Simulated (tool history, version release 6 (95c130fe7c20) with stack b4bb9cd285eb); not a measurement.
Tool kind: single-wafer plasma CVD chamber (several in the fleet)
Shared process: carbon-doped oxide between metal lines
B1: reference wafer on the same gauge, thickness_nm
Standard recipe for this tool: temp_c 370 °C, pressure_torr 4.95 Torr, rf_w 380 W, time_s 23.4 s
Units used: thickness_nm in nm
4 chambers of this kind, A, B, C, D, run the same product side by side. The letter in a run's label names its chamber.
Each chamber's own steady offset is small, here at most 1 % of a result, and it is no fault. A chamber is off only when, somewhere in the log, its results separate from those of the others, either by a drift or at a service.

run 1A day=0.217 | temp_c=370 pressure_torr=4.95 rf_w=380 time_s=23.4 | B1=99.474 | thickness_nm=93.737
-- day=0.242 chamber C: capacitance manometer re-zeroed and calibrated
run 2D day=0.438 | temp_c=370 pressure_torr=4.95 rf_w=380 time_s=23.4 | B1=99.271 | thickness_nm=93.203
run 3C day=0.675 | temp_c=370 pressure_torr=4.95 rf_w=380 time_s=23.4 | B1=99.383 | thickness_nm=94.222
run 4B day=1.008 | temp_c=370 pressure_torr=4.95 rf_w=380 time_s=23.4 | B1=99.460 | thickness_nm=93.380
run 5A day=1.325 | temp_c=370 pressure_torr=4.95 rf_w=380 time_s=23.4 | B1=99.469 | thickness_nm=93.585
run 6D day=1.658 | temp_c=370 pressure_torr=6.15 rf_w=455 time_s=23.4 | B1=99.317 | thickness_nm=109.070
run 7B day=1.917 | temp_c=370 pressure_torr=6.15 rf_w=455 time_s=23.4 | B1=99.350 | thickness_nm=109.370
run 8C day=2.108 | temp_c=370 pressure_torr=6.15 rf_w=455 time_s=23.4 | B1=99.451 | thickness_nm=109.950
run 9D day=2.354 | temp_c=370 pressure_torr=6.15 rf_w=455 time_s=23.4 | B1=99.302 | thickness_nm=109.500
run 10C day=2.696 | temp_c=370 pressure_torr=4.95 rf_w=380 time_s=23.4 | B1=99.369 | thickness_nm=93.378
run 11B day=2.958 | temp_c=370 pressure_torr=4.95 rf_w=380 time_s=23.4 | B1=99.374 | thickness_nm=92.106
run 12A day=3.146 | temp_c=370 pressure_torr=4.95 rf_w=380 time_s=23.4 | B1=99.460 | thickness_nm=94.736
run 13B day=3.412 | temp_c=370 pressure_torr=4.95 rf_w=380 time_s=23.4 | B1=99.357 | thickness_nm=93.390
run 14A day=3.804 | temp_c=370 pressure_torr=4.95 rf_w=380 time_s=23.4 | B1=99.367 | thickness_nm=94.878
-- day=3.808 chamber B: capacitance manometer re-zeroed and calibrated
run 15D day=4.138 | temp_c=375 pressure_torr=4.95 rf_w=380 time_s=21.2 | B1=99.356 | thickness_nm=82.976
run 16C day=4.496 | temp_c=375 pressure_torr=4.95 rf_w=380 time_s=21.2 | B1=99.446 | thickness_nm=84.468
run 17C day=4.700 | temp_c=375 pressure_torr=4.95 rf_w=380 time_s=21.2 | B1=99.325 | thickness_nm=84.872
run 18B day=5.067 | temp_c=375 pressure_torr=4.95 rf_w=380 time_s=21.2 | B1=99.408 | thickness_nm=84.015
run 19A day=5.304 | temp_c=370 pressure_torr=4.95 rf_w=380 time_s=23.4 | B1=99.440 | thickness_nm=92.926
run 20D day=5.650 | temp_c=370 pressure_torr=4.95 rf_w=380 time_s=23.4 | B1=99.464 | thickness_nm=93.957
-- day=5.917 chamber A: thermocouple changed; heater temperature recalibrated
run 21C day=5.921 | temp_c=370 pressure_torr=4.95 rf_w=380 time_s=23.4 | B1=99.261 | thickness_nm=94.370
run 22B day=6.138 | temp_c=370 pressure_torr=4.95 rf_w=380 time_s=23.4 | B1=99.529 | thickness_nm=93.472
run 23A day=6.429 | temp_c=370 pressure_torr=4.95 rf_w=380 time_s=23.4 | B1=99.360 | thickness_nm=94.441
run 24D day=6.621 | temp_c=370 pressure_torr=4.95 rf_w=380 time_s=23.4 | B1=99.441 | thickness_nm=93.166
run 25C day=6.808 | temp_c=370 pressure_torr=4.95 rf_w=380 time_s=23.4 | B1=99.484 | thickness_nm=93.421
run 26A day=7.183 | temp_c=370 pressure_torr=4.95 rf_w=380 time_s=23.4 | B1=99.458 | thickness_nm=93.443
run 27B day=7.454 | temp_c=370 pressure_torr=4.95 rf_w=380 time_s=23.4 | B1=99.404 | thickness_nm=92.391
run 28D day=7.662 | temp_c=370 pressure_torr=4.95 rf_w=380 time_s=23.4 | B1=99.473 | thickness_nm=93.675
run 29B day=7.896 | temp_c=370 pressure_torr=4.95 rf_w=380 time_s=23.4 | B1=99.370 | thickness_nm=93.856
run 30C day=8.217 | temp_c=370 pressure_torr=4.95 rf_w=380 time_s=23.4 | B1=99.325 | thickness_nm=93.971
run 31D day=8.562 | temp_c=370 pressure_torr=4.95 rf_w=380 time_s=23.4 | B1=99.362 | thickness_nm=92.844
run 32A day=8.775 | temp_c=370 pressure_torr=4.95 rf_w=380 time_s=23.4 | B1=99.308 | thickness_nm=94.156
run 33D day=9.000 | temp_c=370 pressure_torr=4.95 rf_w=380 time_s=23.4 | B1=99.363 | thickness_nm=93.116
run 34B day=9.275 | temp_c=370 pressure_torr=4.95 rf_w=380 time_s=23.4 | B1=99.472 | thickness_nm=93.763
run 35A day=9.658 | temp_c=370 pressure_torr=4.95 rf_w=380 time_s=23.4 | B1=99.452 | thickness_nm=94.469
run 36C day=10.042 | temp_c=370 pressure_torr=4.95 rf_w=380 time_s=23.4 | B1=99.313 | thickness_nm=94.989
run 37D day=10.296 | temp_c=370 pressure_torr=4.95 rf_w=380 time_s=23.4 | B1=99.481 | thickness_nm=92.740
run 38A day=10.662 | temp_c=370 pressure_torr=4.95 rf_w=380 time_s=23.4 | B1=99.281 | thickness_nm=94.184
run 39B day=11.021 | temp_c=370 pressure_torr=4.95 rf_w=380 time_s=23.4 | B1=99.366 | thickness_nm=93.759
run 40C day=11.221 | temp_c=370 pressure_torr=4.95 rf_w=380 time_s=23.4 | B1=99.488 | thickness_nm=95.245
run 41C day=11.562 | temp_c=377 pressure_torr=4.44 rf_w=380 time_s=23.4 | B1=99.406 | thickness_nm=91.301

Has any chamber moved away from the others, gradually or after a service, or does the common gauge drift, or do the chambers differ only by their own small steady offsets? State the chamber and the most likely cause if one applies.

No chamber is off and the gauge is stable; the differences are just each chamber's small, constant offset.

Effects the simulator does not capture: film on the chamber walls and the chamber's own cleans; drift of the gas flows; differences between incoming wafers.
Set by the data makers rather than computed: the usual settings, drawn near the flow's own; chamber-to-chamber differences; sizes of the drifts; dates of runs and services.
